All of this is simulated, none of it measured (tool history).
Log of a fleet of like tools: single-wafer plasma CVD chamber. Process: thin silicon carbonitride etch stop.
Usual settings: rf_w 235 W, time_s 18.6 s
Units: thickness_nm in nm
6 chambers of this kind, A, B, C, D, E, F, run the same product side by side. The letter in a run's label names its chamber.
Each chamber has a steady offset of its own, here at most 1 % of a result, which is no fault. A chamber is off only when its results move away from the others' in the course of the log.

| run | hour | rf_w | time_s | hours since the last thermocouple change | hours since the last RF generator calibration | read-back reference wafer on the same gauge, thickness_nm | thickness_nm |
|---|---|---|---|---|---|---|---|
|  | 10.5 | chamber E: RF generator calibrated |
| 1E | 14.8 | 235 | 18.6 | 2324.2 | 4.4 | 9.5001 | 10.9870 |
| 2A | 25.1 | 235 | 18.6 | 380.2 | 72.4 | 9.5059 | 11.1810 |
| 3C | 34.2 | 235 | 18.6 | 1851.9 | 1032.9 | 9.5003 | 11.1380 |
| 4B | 48.9 | 235 | 18.6 | 2029.4 | 150.7 | 9.5070 | 11.1320 |
| 5D | 62.2 | 235 | 18.6 | 1735.5 | 1573.3 | 9.4985 | 11.0980 |
|  | 72.9 | chamber D: thermocouple changed; heater temperature recalibrated |
| 6F | 73.0 | 235 | 18.6 | 482.9 | 1724.1 | 9.5071 | 11.0680 |
| 7B | 83.9 | 235 | 18.6 | 2064.4 | 185.7 | 9.4968 | 11.1020 |
| 8E | 96.8 | 235 | 18.6 | 2406.2 | 86.4 | 9.4982 | 10.9820 |
| 9C | 108.6 | 235 | 18.6 | 1926.3 | 1107.3 | 9.4992 | 11.2140 |
| 10F | 118.6 | 190 | 19.7 | 528.5 | 1769.7 | 9.4940 | 10.9580 |
| 11D | 127.4 | 190 | 19.7 | 54.5 | 1638.5 | 9.4980 | 10.9910 |
| 12A | 139.9 | 190 | 19.7 | 495.0 | 187.2 | 9.5084 | 11.2120 |
| 13E | 147.0 | 190 | 19.7 | 2456.4 | 136.6 | 9.4928 | 10.9220 |
|  | 150.0 | chamber F: RF generator calibrated |
| 14C | 160.8 | 190 | 19.7 | 1978.5 | 1159.5 | 9.4940 | 11.0870 |
| 15B | 174.6 | 190 | 19.7 | 2155.1 | 276.4 | 9.4948 | 11.0200 |
| 16A | 185.2 | 235 | 18.6 | 540.3 | 232.5 | 9.5021 | 11.1480 |
| 17F | 193.1 | 235 | 18.6 | 603.0 | 43.2 | 9.5075 | 11.0760 |
|  | 195.0 | chamber B: thermocouple changed; heater temperature recalibrated |
| 18D | 202.6 | 235 | 18.6 | 129.7 | 1713.7 | 9.4958 | 11.1230 |
| 19D | 215.5 | 235 | 18.6 | 142.6 | 1726.6 | 9.5044 | 11.1170 |
| 20E | 229.8 | 190 | 15.1 | 2539.2 | 219.4 | 9.4989 | 8.3651 |
| 21F | 242.5 | 190 | 15.1 | 652.4 | 92.6 | 9.5057 | 8.4096 |
| 22B | 249.7 | 190 | 15.1 | 54.7 | 351.5 | 9.4933 | 8.4712 |
| 23A | 264.1 | 190 | 15.1 | 619.2 | 311.4 | 9.4979 | 8.5338 |
| 24C | 277.7 | 190 | 15.1 | 2095.4 | 1276.4 | 9.4935 | 8.5611 |
| 25A | 292.3 | 190 | 15.1 | 647.4 | 339.6 | 9.4946 | 8.5726 |
| 26D | 300.2 | 235 | 18.6 | 227.3 | 1811.3 | 9.5027 | 11.0850 |
| 27E | 314.0 | 235 | 18.6 | 2623.4 | 303.6 | 9.5005 | 10.9710 |
| 28C | 324.8 | 235 | 18.6 | 2142.5 | 1323.5 | 9.5077 | 11.2750 |
| 29F | 338.9 | 235 | 18.6 | 748.8 | 189.0 | 9.5016 | 10.9940 |
| 30B | 351.9 | 205 | 17.0 | 156.9 | 453.7 | 9.5117 | 9.7347 |
| 31B | 364.0 | 205 | 17.0 | 169.0 | 465.8 | 9.5017 | 9.8360 |
| 32F | 375.9 | 205 | 17.0 | 785.8 | 226.0 | 9.5023 | 9.6272 |
| 33E | 386.3 | 205 | 17.0 | 2695.7 | 375.9 | 9.5005 | 9.7128 |
| 34D | 396.4 | 205 | 17.0 | 323.5 | 1907.5 | 9.4872 | 9.7193 |
| 35C | 406.2 | 205 | 17.0 | 2223.9 | 1404.9 | 9.5037 | 9.8444 |
| 36A | 416.3 | 235 | 18.6 | 771.4 | 463.6 | 9.4941 | 11.2440 |
| 37C | 427.6 | 235 | 18.6 | 2245.3 | 1426.3 | 9.4980 | 11.1610 |
| 38E | 441.0 | 235 | 18.6 | 2750.4 | 430.6 | 9.5042 | 10.9800 |
| 39A | 451.6 | 210 | 21.8 | 806.7 | 498.9 | 9.4981 | 12.7070 |
| 40D | 460.9 | 210 | 21.8 | 388.0 | 1972.0 | 9.4899 | 12.5580 |
| 41B | 472.2 | 210 | 21.8 | 277.2 | 574.0 | 9.4999 | 12.6330 |
| 42F | 480.5 | 210 | 21.8 | 890.4 | 330.6 | 9.5064 | 12.4880 |
| 43D | 488.0 | 210 | 21.8 | 415.1 | 1999.1 | 9.4931 | 12.5420 |
| 44B | 502.6 | 210 | 21.8 | 307.6 | 604.4 | 9.4932 | 12.6050 |

What goes on in this fleet: one chamber off, a drifting gauge, or nothing beyond the chambers' own small offsets? Name the chamber and the cause, if any.

No chamber stands off beyond its own small offset, and the gauge holds steady.

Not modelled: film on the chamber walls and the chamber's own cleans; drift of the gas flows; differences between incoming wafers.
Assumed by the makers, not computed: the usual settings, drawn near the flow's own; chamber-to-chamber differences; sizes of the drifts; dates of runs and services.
